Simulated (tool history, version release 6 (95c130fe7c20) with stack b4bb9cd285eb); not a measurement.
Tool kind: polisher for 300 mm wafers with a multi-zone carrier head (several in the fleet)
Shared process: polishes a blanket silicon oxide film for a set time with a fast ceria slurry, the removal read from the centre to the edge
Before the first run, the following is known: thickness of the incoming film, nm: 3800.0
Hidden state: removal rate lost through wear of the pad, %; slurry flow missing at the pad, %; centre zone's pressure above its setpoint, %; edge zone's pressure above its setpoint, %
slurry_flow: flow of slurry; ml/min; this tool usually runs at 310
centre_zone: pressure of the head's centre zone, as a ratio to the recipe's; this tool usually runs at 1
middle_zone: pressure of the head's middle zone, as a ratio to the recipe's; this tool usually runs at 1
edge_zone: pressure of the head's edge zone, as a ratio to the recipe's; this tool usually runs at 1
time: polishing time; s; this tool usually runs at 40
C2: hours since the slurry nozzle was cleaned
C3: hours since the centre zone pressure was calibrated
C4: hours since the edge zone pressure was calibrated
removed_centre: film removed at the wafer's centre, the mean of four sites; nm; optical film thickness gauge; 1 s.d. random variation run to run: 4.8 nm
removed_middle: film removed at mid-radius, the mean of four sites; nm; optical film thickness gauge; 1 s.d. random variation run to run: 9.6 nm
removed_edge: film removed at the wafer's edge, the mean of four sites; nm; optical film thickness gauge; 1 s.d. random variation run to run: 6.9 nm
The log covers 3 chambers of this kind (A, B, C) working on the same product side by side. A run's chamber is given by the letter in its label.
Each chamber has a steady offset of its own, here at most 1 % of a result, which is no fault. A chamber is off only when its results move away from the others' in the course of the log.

At hour 4.6: chamber A: worn pad replaced by a new one.
Run 1B, hour 9.9: usual settings; wafers polished on this pad 543; C2 194.3; C3 588.8; C4 168.5. Result: removed_centre 717.35 nm, removed_middle 716.47 nm, removed_edge 719.16 nm.
Run 2A, hour 20.3: usual settings; wafers polished on this pad 279; C2 360; C3 137.7; C4 187.9. Result: removed_centre 731.1 nm, removed_middle 718.61 nm, removed_edge 733.17 nm.
Run 3C, hour 33.8: usual settings; wafers polished on this pad 1308; C2 357.7; C3 220.5; C4 908.2. Result: removed_centre 724.58 nm, removed_middle 726.52 nm, removed_edge 716.08 nm.
At hour 35.1: chamber C: worn pad replaced by a new one.
At hour 41.4: chamber B: worn pad replaced by a new one.
Run 4B, hour 42.8: usual settings; wafers polished on this pad 24; C2 227.2; C3 621.7; C4 201.4. Result: removed_centre 728.83 nm, removed_middle 747.86 nm, removed_edge 720.87 nm.
Run 5A, hour 52.8: usual settings; wafers polished on this pad 853; C2 392.5; C3 170.2; C4 220.4. Result: removed_centre 735.65 nm, removed_middle 739.41 nm, removed_edge 725.03 nm.
Run 6C, hour 63.2: usual settings; wafers polished on this pad 497; C2 387.1; C3 249.9; C4 937.6. Result: removed_centre 720.92 nm, removed_middle 729.18 nm, removed_edge 731.52 nm.
At hour 69.7: chamber A: worn pad replaced by a new one.
Run 7B, hour 72.8: usual settings; wafers polished on this pad 555; C2 257.2; C3 651.7; C4 231.4. Result: removed_centre 720.36 nm, removed_middle 728.92 nm, removed_edge 724.51 nm.
Run 8C, hour 87: usual settings; wafers polished on this pad 918; C2 410.9; C3 273.7; C4 961.4. Result: removed_centre 718.07 nm, removed_middle 732.6 nm, removed_edge 734.32 nm.
Run 9A, hour 95.3: usual settings; wafers polished on this pad 452; C2 435; C3 212.7; C4 262.9. Result: removed_centre 732.26 nm, removed_middle 728.32 nm, removed_edge 736.08 nm.
At hour 104.3: chamber B: worn pad replaced by a new one.
Run 10B, hour 107.1: usual settings; wafers polished on this pad 49; C2 291.5; C3 686; C4 265.7. Result: removed_centre 726.36 nm, removed_middle 733.47 nm, removed_edge 721.24 nm.
Run 11C, hour 118.8: usual settings; wafers polished on this pad 1480; C2 442.7; C3 305.5; C4 993.2. Result: removed_centre 718.49 nm, removed_middle 718.11 nm, removed_edge 731.84 nm.
At hour 122.4: chamber C: worn pad replaced by a new one.
At hour 126.8: chamber A: worn pad replaced by a new one.
Run 12A, hour 131.2: usual settings; wafers polished on this pad 79; C2 470.9; C3 248.6; C4 298.8. Result: removed_centre 727.94 nm, removed_middle 742.89 nm, removed_edge 736.34 nm.
Run 13C, hour 139.8: usual settings; wafers polished on this pad 308; C2 463.7; C3 326.5; C4 1014.2. Result: removed_centre 718.25 nm, removed_middle 733.54 nm, removed_edge 713.78 nm.
Run 14A, hour 146.4: usual settings; wafers polished on this pad 348; C2 486.1; C3 263.8; C4 314. Result: removed_centre 732.12 nm, removed_middle 719.22 nm, removed_edge 716.45 nm.
Run 15B, hour 154.3: usual settings; wafers polished on this pad 884; C2 338.7; C3 733.2; C4 312.9. Result: removed_centre 746.81 nm, removed_middle 736.05 nm, removed_edge 725.69 nm.
At hour 162.7: chamber B: worn pad replaced by a new one.
Run 16B, hour 168: usual settings; wafers polished on this pad 93; C2 352.4; C3 746.9; C4 326.6. Result: removed_centre 737.74 nm, removed_middle 734.65 nm, removed_edge 728.63 nm.
Run 17A, hour 175.9: usual settings; wafers polished on this pad 869; C2 515.6; C3 293.3; C4 343.5. Result: removed_centre 744.27 nm, removed_middle 746.87 nm, removed_edge 714.44 nm.
At hour 187.4: chamber A: worn pad replaced by a new one.
Run 18C, hour 190: usual settings; wafers polished on this pad 1196; C2 513.9; C3 376.7; C4 1064.4. Result: removed_centre 721.52 nm, removed_middle 730.2 nm, removed_edge 718.58 nm.
Run 19B, hour 196.8: usual settings but time 32 s; wafers polished on this pad 602; C2 381.2; C3 775.7; C4 355.4. Result: removed_centre 600.96 nm, removed_middle 581.43 nm, removed_edge 583.37 nm.
Run 20A, hour 206.4: usual settings but time 32 s; wafers polished on this pad 336; C2 546.1; C3 323.8; C4 374. Result: removed_centre 586.44 nm, removed_middle 591.6 nm, removed_edge 587.15 nm.
At hour 213.7: chamber C: worn pad replaced by a new one.
Run 21C, hour 216.5: usual settings but time 32 s; wafers polished on this pad 50; C2 540.4; C3 403.2; C4 1090.9. Result: removed_centre 580.82 nm, removed_middle 577.8 nm, removed_edge 583.22 nm.
Run 22C, hour 223: usual settings but centre_zone 0.91, middle_zone 0.96; wafers polished on this pad 165; C2 546.9; C3 409.7; C4 1097.4. Result: removed_centre 646.71 nm, removed_middle 699.8 nm, removed_edge 707.72 nm.
Run 23B, hour 231.4: usual settings but centre_zone 0.91, middle_zone 0.96; wafers polished on this pad 1214; C2 415.8; C3 810.3; C4 390. Result: removed_centre 677.88 nm, removed_middle 696.68 nm, removed_edge 717.62 nm.
At hour 234.6: chamber B: worn pad replaced by a new one.
Run 24A, hour 245.2: usual settings but centre_zone 0.91, middle_zone 0.96; wafers polished on this pad 1022; C2 584.9; C3 362.6; C4 412.8. Result: removed_centre 663.43 nm, removed_middle 707.12 nm, removed_edge 720.33 nm.
At hour 248.9: chamber A: worn pad replaced by a new one.
Run 25B, hour 258.3: usual settings; wafers polished on this pad 420; C2 442.7; C3 837.2; C4 416.9. Result: removed_centre 751.82 nm, removed_middle 716.21 nm, removed_edge 724.59 nm.
Run 26C, hour 268.9: usual settings but slurry_flow 210 ml/min; wafers polished on this pad 977; C2 592.8; C3 455.6; C4 1143.3. Result: removed_centre 685.77 nm, removed_middle 693.51 nm, removed_edge 690.69 nm.
Run 27A, hour 275.9: usual settings but slurry_flow 210 ml/min; wafers polished on this pad 477; C2 615.6; C3 393.3; C4 443.5. Result: removed_centre 697.22 nm, removed_middle 692.24 nm, removed_edge 706.36 nm.
Run 28A, hour 282.6: usual settings but slurry_flow 210 ml/min; wafers polished on this pad 595; C2 622.3; C3 400; C4 450.2. Result: removed_centre 699.01 nm, removed_middle 702.84 nm, removed_edge 705.55 nm.
At hour 286.6: chamber C: worn pad replaced by a new one.
At hour 290.2: chamber A: edge zone pressure recalibrated.
Run 29C, hour 295.8: usual settings; wafers polished on this pad 162; C2 619.7; C3 482.5; C4 1170.2. Result: removed_centre 715.15 nm, removed_middle 714.69 nm, removed_edge 714.34 nm.
Run 30B, hour 302.4: usual settings; wafers polished on this pad 1200; C2 486.8; C3 881.3; C4 461. Result: removed_centre 757.13 nm, removed_middle 731.57 nm, removed_edge 724.32 nm.
At hour 304.6: chamber B: worn pad replaced by a new one.
Run 31A, hour 308.7: usual settings; wafers polished on this pad 1057; C2 648.4; C3 426.1; C4 18.6. Result: removed_centre 730.88 nm, removed_middle 723.28 nm, removed_edge 737.69 nm.
Run 32B, hour 318.5: usual settings; wafers polished on this pad 246; C2 502.9; C3 897.4; C4 477.1. Result: removed_centre 760.77 nm, removed_middle 722.98 nm, removed_edge 715.99 nm.
Run 33C, hour 327: usual settings; wafers polished on this pad 714; C2 650.9; C3 513.7; C4 1201.4. Result: removed_centre 726.25 nm, removed_middle 711.68 nm, removed_edge 729.07 nm.

Decide between three cases: one chamber stands off from its peers, the gauge reading all wafers drifts, or nothing is wrong past each chamber's small offset. Where a chamber is off, say which and what most likely put it there.

Chamber B drifts away from the others.
Most likely cause: centre zone's pressure above its setpoint, % = 4.47.

Here are 4 candidates for chamber B's next run, each the usual settings with a change, their results left as question marks. Which one brings its results back in line with what the others give on the usual settings?
In-line tolerance around the mean of the other chambers on the usual settings: removed_centre 17 nm; removed_middle 34 nm; removed_edge 24 nm
Run 34B-1, hour 337.4: usual settings but slurry_flow 315 ml/min, centre_zone 1.04, edge_zone 0.98. Result: removed_centre ?, removed_middle ?, removed_edge ?.
Run 34B-2, hour 337.4: usual settings but slurry_flow 305 ml/min, centre_zone 0.93, edge_zone 1.03. Result: removed_centre ?, removed_middle ?, removed_edge ?.
Run 34B-3, hour 337.4: usual settings but slurry_flow 315 ml/min, centre_zone 1.08, edge_zone 0.97. Result: removed_centre ?, removed_middle ?, removed_edge ?.
Run 34B-4, hour 337.4: usual settings but slurry_flow 305 ml/min, centre_zone 0.96, edge_zone 1.02. Result: removed_centre ?, removed_middle ?, removed_edge ?.

The mean the other chambers reach with the usual settings: removed_centre 726.63 nm; removed_middle 727.8 nm; removed_edge 723.78 nm
  run  removed_centre  removed_middle  removed_edge
34B-1          790.25          727.37         718.1
34B-2          697.74          725.57        735.31
34B-3          823.02          727.21        714.31
34B-4          722.24          725.45        731.54
It is 34B-4 that realigns the chamber with its peers.
